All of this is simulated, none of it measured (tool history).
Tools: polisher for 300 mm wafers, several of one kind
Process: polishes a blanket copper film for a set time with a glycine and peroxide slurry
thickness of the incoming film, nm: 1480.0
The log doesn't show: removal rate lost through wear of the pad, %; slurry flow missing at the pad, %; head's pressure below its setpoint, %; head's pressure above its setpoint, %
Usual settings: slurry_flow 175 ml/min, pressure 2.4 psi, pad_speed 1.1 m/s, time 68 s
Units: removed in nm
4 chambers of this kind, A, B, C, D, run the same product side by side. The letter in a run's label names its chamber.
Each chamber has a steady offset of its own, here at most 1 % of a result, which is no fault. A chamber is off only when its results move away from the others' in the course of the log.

run,hour,slurry_flow,pressure,pad_speed,time,wafers polished on this pad,hours since the slurry nozzle was cleaned,hours since the head pressure was calibrated,removed
1A,4.9,175,2.4,1.1,68,105,409.2,569.8,410.65
# hour 8.4: chamber B: slurry nozzle cleaned
2D,10.8,175,2.4,1.1,68,560,414.4,577.6,416.89
3C,17.8,175,2.4,1.1,68,438,235.9,180,408.96
4B,25.9,175,2.4,1.1,68,733,17.5,132.5,400.82
5A,32,175,2.4,1.1,68,492,436.3,596.9,416
6C,40.7,175,2.4,1.1,68,765,258.8,202.9,412.61
7B,50.2,175,2.4,1.1,68,1080,41.8,156.8,405.35
# hour 51.2: chamber D: worn pad replaced by a new one
8D,56.2,175,2.4,1.1,68,72,459.8,623,412.19
9C,60.8,175,2.4,1.1,68,1052,278.9,223,408.52
# hour 64.1: chamber C: worn pad replaced by a new one
# hour 66: chamber A: worn pad replaced by a new one
10D,70.4,175,2.4,1.1,68,274,474,637.2,422.54
11A,75.8,175,2.4,1.1,68,140,480.1,640.7,414.78
12B,84,225,1.9,1.1,68,1562,75.6,190.6,345.79
13B,92.8,225,1.9,1.1,68,1688,84.4,199.4,339.98
14D,99.4,225,1.9,1.1,68,689,503,666.2,354.34
15A,106.1,225,1.9,1.1,68,573,510.4,671,352.71
16C,111.6,175,2.4,0.92,91,678,329.7,273.8,492.23
17B,116.8,175,2.4,0.92,91,2031,108.4,223.4,446.49
18D,127.3,175,2.4,0.92,91,1087,530.9,694.1,488.96
19A,133.3,175,2.4,0.92,91,961,537.6,698.2,463.88
20C,139.4,175,2.4,1.1,68,1075,357.5,301.6,414.2
21A,144.8,175,2.4,1.1,68,1126,549.1,709.7,403.07
# hour 148.3: chamber C: worn pad replaced by a new one
22B,153,175,2.4,1.1,68,2548,144.6,259.6,373.05
# hour 153.6: chamber D: worn pad replaced by a new one
23C,158.8,175,2.4,1.1,68,150,376.9,321,429.5
24D,165.1,175,2.4,1.1,68,164,568.7,731.9,403.99

Is one chamber off against the others, does the gauge drift, or is nothing wrong? If a chamber is off, say which, and what the likeliest cause is.

Chamber B drifts away from the others.
Cause: removal rate lost through wear of the pad, % = 10.7.
The log may not tell that from: slurry flow missing at the pad, %; head's pressure below its setpoint, %.

Here are 4 candidates for chamber B's next run, each the usual settings with a change, their results left as question marks. Which one brings its results back in line with what the others give on the usual settings?
In line means no further than this from the other chambers' mean on the usual settings: removed 20 nm
25B-1,172.7,175,2.3,1.06,65,,,,?
25B-2,172.7,175,2.4,1.12,68,,,,?
25B-3,172.7,180,2.7,1.1,68,,,,?
25B-4,172.7,175,2.4,1.08,68,,,,?

The other chambers' mean on the usual settings: removed 411.53 nm
run,removed
25B-1,329.29
25B-2,373.17
25B-3,407.14
25B-4,362.13
25B-3 brings the chamber back in line.

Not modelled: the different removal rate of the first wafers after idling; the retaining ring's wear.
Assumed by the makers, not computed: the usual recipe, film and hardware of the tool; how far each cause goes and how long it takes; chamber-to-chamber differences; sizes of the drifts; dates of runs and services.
